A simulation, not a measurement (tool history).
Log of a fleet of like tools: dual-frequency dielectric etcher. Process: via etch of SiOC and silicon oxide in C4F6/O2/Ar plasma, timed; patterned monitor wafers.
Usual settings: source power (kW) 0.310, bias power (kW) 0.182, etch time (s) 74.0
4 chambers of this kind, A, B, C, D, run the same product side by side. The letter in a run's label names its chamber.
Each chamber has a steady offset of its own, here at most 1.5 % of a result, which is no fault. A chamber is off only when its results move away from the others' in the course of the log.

run    day  source power (kW)  bias power (kW)  etch time (s)  read-back reference wafer on the same gauge, depth_nm  mean etch depth across the wafer (nm)
 1C  0.125              0.310            0.182           74.0                                                 61.174                                 75.921
 2B  0.304              0.310            0.182           74.0                                                 61.177                                 75.949
 3D  0.438              0.310            0.182           74.0                                                 61.171                                 75.192
 4A  0.546              0.310            0.182           74.0                                                 61.171                                 76.936
 5D  0.717              0.310            0.182           74.0                                                 61.186                                 74.992
 6C  0.817              0.310            0.182           74.0                                                 61.152                                 75.760
 7B  0.979              0.310            0.182           74.0                                                 61.159                                 76.036
 8A  1.121              0.310            0.212           74.0                                                 61.137                                 80.837
 9D  1.317              0.310            0.212           74.0                                                 61.138                                 79.171
10A  1.462              0.310            0.212           74.0                                                 61.140                                 81.019
11B  1.596              0.310            0.212           74.0                                                 61.116                                 79.901
     1.662  -- chamber D: wet clean of the chamber
12C  1.725              0.310            0.182           74.0                                                 61.121                                 75.758
13D  1.879              0.310            0.182           74.0                                                 61.109                                 74.930
14B  2.017              0.310            0.182           74.0                                                 61.102                                 76.005
15A  2.138              0.310            0.182           74.0                                                 61.104                                 76.842
16C  2.238              0.310            0.182           74.0                                                 61.109                                 75.705
17D  2.388              0.310            0.182           74.0                                                 61.084                                 74.871
18B  2.558              0.310            0.182           74.0                                                 61.067                                 76.041
19C  2.729              0.310            0.182           74.0                                                 61.071                                 75.529
20A  2.846              0.310            0.182           74.0                                                 61.064                                 76.882
21A  2.954              0.310            0.182           74.0                                                 61.068                                 76.760
22D  3.046              0.310            0.182           74.0                                                 61.069                                 75.034
23C  3.196              0.310            0.182           74.0                                                 61.053                                 75.613
24B  3.317              0.310            0.182           74.0                                                 61.034                                 75.980
25D  3.450              0.310            0.182           74.0                                                 61.034                                 75.115
26C  3.612              0.310            0.182           74.0                                                 61.025                                 75.629
27A  3.771              0.310            0.182           74.0                                                 61.029                                 76.845
28B  3.867              0.310            0.182           74.0                                                 61.014                                 75.782
29A  3.983              0.310            0.212           87.0                                                 60.999                                 94.985
     4.100  -- chamber A: wet clean of the chamber
30D  4.138              0.310            0.212           87.0                                                 61.016                                 92.702
31B  4.279              0.310            0.212           87.0                                                 60.998                                 93.699
32C  4.396              0.310            0.212           87.0                                                 60.986                                 93.410
33A  4.517              0.310            0.182           74.0                                                 60.973                                 76.838
34B  4.633              0.310            0.182           74.0                                                 60.978                                 75.699
35C  4.812              0.310            0.182           74.0                                                 60.971                                 75.397
36D  4.938              0.310            0.182           74.0                                                 60.957                                 74.956
37D  5.071              0.310            0.182           74.0                                                 60.940                                 74.910
38A  5.250              0.310            0.182           74.0                                                 60.943                                 76.662
39B  5.396              0.310            0.182           74.0                                                 60.934                                 75.643
     5.433  -- chamber C: wet clean of the chamber
40C  5.588              0.310            0.182           87.5                                                 60.940                                 89.262

Is one chamber off against the others, does the gauge drift, or is nothing wrong? If a chamber is off, say which, and what the likeliest cause is.

The gauge drifts, so all chambers seem to drift together. No chamber is off.
Cause: gauge reads low (%) = 0.452.
